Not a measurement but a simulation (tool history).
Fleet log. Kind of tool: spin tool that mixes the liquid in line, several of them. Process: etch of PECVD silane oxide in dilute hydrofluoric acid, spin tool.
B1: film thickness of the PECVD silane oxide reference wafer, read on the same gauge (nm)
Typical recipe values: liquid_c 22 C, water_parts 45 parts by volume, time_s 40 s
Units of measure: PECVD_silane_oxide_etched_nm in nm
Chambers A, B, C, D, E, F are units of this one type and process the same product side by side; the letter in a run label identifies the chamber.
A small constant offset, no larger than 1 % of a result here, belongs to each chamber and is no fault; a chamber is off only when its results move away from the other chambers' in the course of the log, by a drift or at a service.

{"run": "1F", "hour": 2.7, "liquid_c": 22, "water_parts": 45, "time_s": 40, "B1": 40.006, "PECVD_silane_oxide_etched_nm": 41.418}
{"run": "2C", "hour": 5.4, "liquid_c": 22, "water_parts": 45, "time_s": 40, "B1": 40.021, "PECVD_silane_oxide_etched_nm": 41.445}
{"run": "3D", "hour": 10.5, "liquid_c": 22, "water_parts": 45, "time_s": 40, "B1": 39.981, "PECVD_silane_oxide_etched_nm": 41.375}
{"run": "4A", "hour": 14.7, "liquid_c": 22, "water_parts": 45, "time_s": 40, "B1": 39.999, "PECVD_silane_oxide_etched_nm": 41.2}
{"run": "5E", "hour": 17.6, "liquid_c": 22, "water_parts": 45, "time_s": 40, "B1": 39.989, "PECVD_silane_oxide_etched_nm": 41.083}
{"run": "6B", "hour": 21.0, "liquid_c": 22, "water_parts": 45, "time_s": 40, "B1": 40.011, "PECVD_silane_oxide_etched_nm": 41.948}
{"run": "7E", "hour": 23.2, "liquid_c": 22, "water_parts": 45, "time_s": 40, "B1": 40.02, "PECVD_silane_oxide_etched_nm": 41.508}
{"run": "8F", "hour": 26.9, "liquid_c": 22, "water_parts": 45, "time_s": 40, "B1": 40.025, "PECVD_silane_oxide_etched_nm": 41.689}
{"run": "9A", "hour": 31.0, "liquid_c": 25, "water_parts": 55, "time_s": 40, "B1": 39.977, "PECVD_silane_oxide_etched_nm": 37.53}
{"run": "10C", "hour": 35.8, "liquid_c": 25, "water_parts": 55, "time_s": 40, "B1": 39.96, "PECVD_silane_oxide_etched_nm": 37.968}
{"run": "11D", "hour": 40.3, "liquid_c": 25, "water_parts": 55, "time_s": 40, "B1": 40.024, "PECVD_silane_oxide_etched_nm": 38.566}
{"run": "12B", "hour": 45.3, "liquid_c": 25, "water_parts": 55, "time_s": 40, "B1": 39.979, "PECVD_silane_oxide_etched_nm": 38.656}
{"run": "13C", "hour": 47.5, "liquid_c": 25, "water_parts": 55, "time_s": 40, "B1": 40.007, "PECVD_silane_oxide_etched_nm": 37.559}
{"run": "14B", "hour": 50.8, "liquid_c": 25, "water_parts": 55, "time_s": 40, "B1": 39.994, "PECVD_silane_oxide_etched_nm": 38.228}
{"run": "15E", "hour": 53.5, "liquid_c": 22, "water_parts": 45, "time_s": 25, "B1": 39.944, "PECVD_silane_oxide_etched_nm": 25.888}
{"run": "16D", "hour": 58.0, "liquid_c": 22, "water_parts": 45, "time_s": 25, "B1": 39.962, "PECVD_silane_oxide_etched_nm": 26.556}
{"run": "17F", "hour": 62.8, "liquid_c": 22, "water_parts": 45, "time_s": 25, "B1": 40.024, "PECVD_silane_oxide_etched_nm": 25.872}
{"run": "18A", "hour": 67.3, "liquid_c": 22, "water_parts": 45, "time_s": 25, "B1": 40.036, "PECVD_silane_oxide_etched_nm": 25.499}
{"run": "19D", "hour": 70.1, "liquid_c": 22, "water_parts": 45, "time_s": 25, "B1": 40.013, "PECVD_silane_oxide_etched_nm": 26.88}
{"run": "20F", "hour": 73.9, "liquid_c": 22, "water_parts": 45, "time_s": 25, "B1": 40.019, "PECVD_silane_oxide_etched_nm": 25.92}
{"run": "21B", "hour": 76.5, "liquid_c": 22, "water_parts": 45, "time_s": 40, "B1": 39.988, "PECVD_silane_oxide_etched_nm": 41.503}
{"run": "22C", "hour": 81.1, "liquid_c": 22, "water_parts": 45, "time_s": 40, "B1": 40.039, "PECVD_silane_oxide_etched_nm": 41.444}
{"run": "23A", "hour": 83.6, "liquid_c": 22, "water_parts": 45, "time_s": 40, "B1": 39.982, "PECVD_silane_oxide_etched_nm": 40.928}
{"run": "24E", "hour": 86.5, "liquid_c": 26.5, "water_parts": 45, "time_s": 40, "B1": 40.02, "PECVD_silane_oxide_etched_nm": 50.253}
{"run": "25F", "hour": 89.8, "liquid_c": 26.5, "water_parts": 45, "time_s": 40, "B1": 40.035, "PECVD_silane_oxide_etched_nm": 49.949}
{"run": "26B", "hour": 94.1, "liquid_c": 26.5, "water_parts": 45, "time_s": 40, "B1": 39.991, "PECVD_silane_oxide_etched_nm": 50.507}
{"run": "27E", "hour": 97.1, "liquid_c": 26.5, "water_parts": 45, "time_s": 40, "B1": 39.993, "PECVD_silane_oxide_etched_nm": 49.638}
{"run": "28D", "hour": 100.4, "liquid_c": 26.5, "water_parts": 45, "time_s": 40, "B1": 40.005, "PECVD_silane_oxide_etched_nm": 52.341}
{"run": "29A", "hour": 102.7, "liquid_c": 26.5, "water_parts": 45, "time_s": 40, "B1": 39.967, "PECVD_silane_oxide_etched_nm": 49.821}
{"run": "30C", "hour": 106.7, "liquid_c": 22, "water_parts": 45, "time_s": 40, "B1": 40.016, "PECVD_silane_oxide_etched_nm": 41.926}
{"run": "31D", "hour": 109.4, "liquid_c": 22, "water_parts": 45, "time_s": 40, "B1": 40.024, "PECVD_silane_oxide_etched_nm": 43.98}
{"run": "32C", "hour": 112.8, "liquid_c": 22, "water_parts": 45, "time_s": 40, "B1": 39.965, "PECVD_silane_oxide_etched_nm": 41.571}
{"run": "33A", "hour": 115.0, "liquid_c": 22, "water_parts": 45, "time_s": 40, "B1": 40.047, "PECVD_silane_oxide_etched_nm": 41.536}
{"run": "34E", "hour": 117.7, "liquid_c": 22, "water_parts": 45, "time_s": 40, "B1": 39.976, "PECVD_silane_oxide_etched_nm": 41.63}
{"run": "35F", "hour": 122.7, "liquid_c": 22, "water_parts": 45, "time_s": 40, "B1": 40.001, "PECVD_silane_oxide_etched_nm": 41.508}
{"hour": 126.3, "done": "chamber B: thermometer replaced"}
{"run": "36B", "hour": 127.7, "liquid_c": 22, "water_parts": 45, "time_s": 40, "B1": 40.011, "PECVD_silane_oxide_etched_nm": 41.92}

Does one chamber stand apart from the rest, does the shared gauge drift, or is all well apart from small per-chamber offsets? Give the chamber and the most likely cause, where there is one.

One chamber, D, drifts off from the rest bit by bit.
Cause: liquid hotter than its thermometer reads (K) = 1.67.
From this log alone, it may not be told apart from: hydrofluoric acid flow above the setpoint (%).

Below are 4 candidate recipes for chamber D's next run, each the usual settings with a change, their results shown as question marks. Which of them brings D's results back in line with what the other chambers give on the usual settings?
To be in line, a result may differ from the other chambers' mean on the usual settings by at most: PECVD_silane_oxide_etched_nm 0.85 nm
{"run": "37D-1", "hour": 131.3, "liquid_c": 23, "water_parts": 45, "time_s": 40, "PECVD_silane_oxide_etched_nm": "?"}
{"run": "37D-2", "hour": 131.3, "liquid_c": 23.5, "water_parts": 45, "time_s": 40, "PECVD_silane_oxide_etched_nm": "?"}
{"run": "37D-3", "hour": 131.3, "liquid_c": 21, "water_parts": 45, "time_s": 40, "PECVD_silane_oxide_etched_nm": "?"}
{"run": "37D-4", "hour": 131.3, "liquid_c": 20.5, "water_parts": 45, "time_s": 40, "PECVD_silane_oxide_etched_nm": "?"}

Mean of the other chambers on the usual settings: PECVD_silane_oxide_etched_nm 41.507 nm
run=37D-1 PECVD_silane_oxide_etched_nm=46.392
run=37D-2 PECVD_silane_oxide_etched_nm=47.373
run=37D-3 PECVD_silane_oxide_etched_nm=42.65
run=37D-4 PECVD_silane_oxide_etched_nm=41.75
37D-4 brings the chamber back in line.

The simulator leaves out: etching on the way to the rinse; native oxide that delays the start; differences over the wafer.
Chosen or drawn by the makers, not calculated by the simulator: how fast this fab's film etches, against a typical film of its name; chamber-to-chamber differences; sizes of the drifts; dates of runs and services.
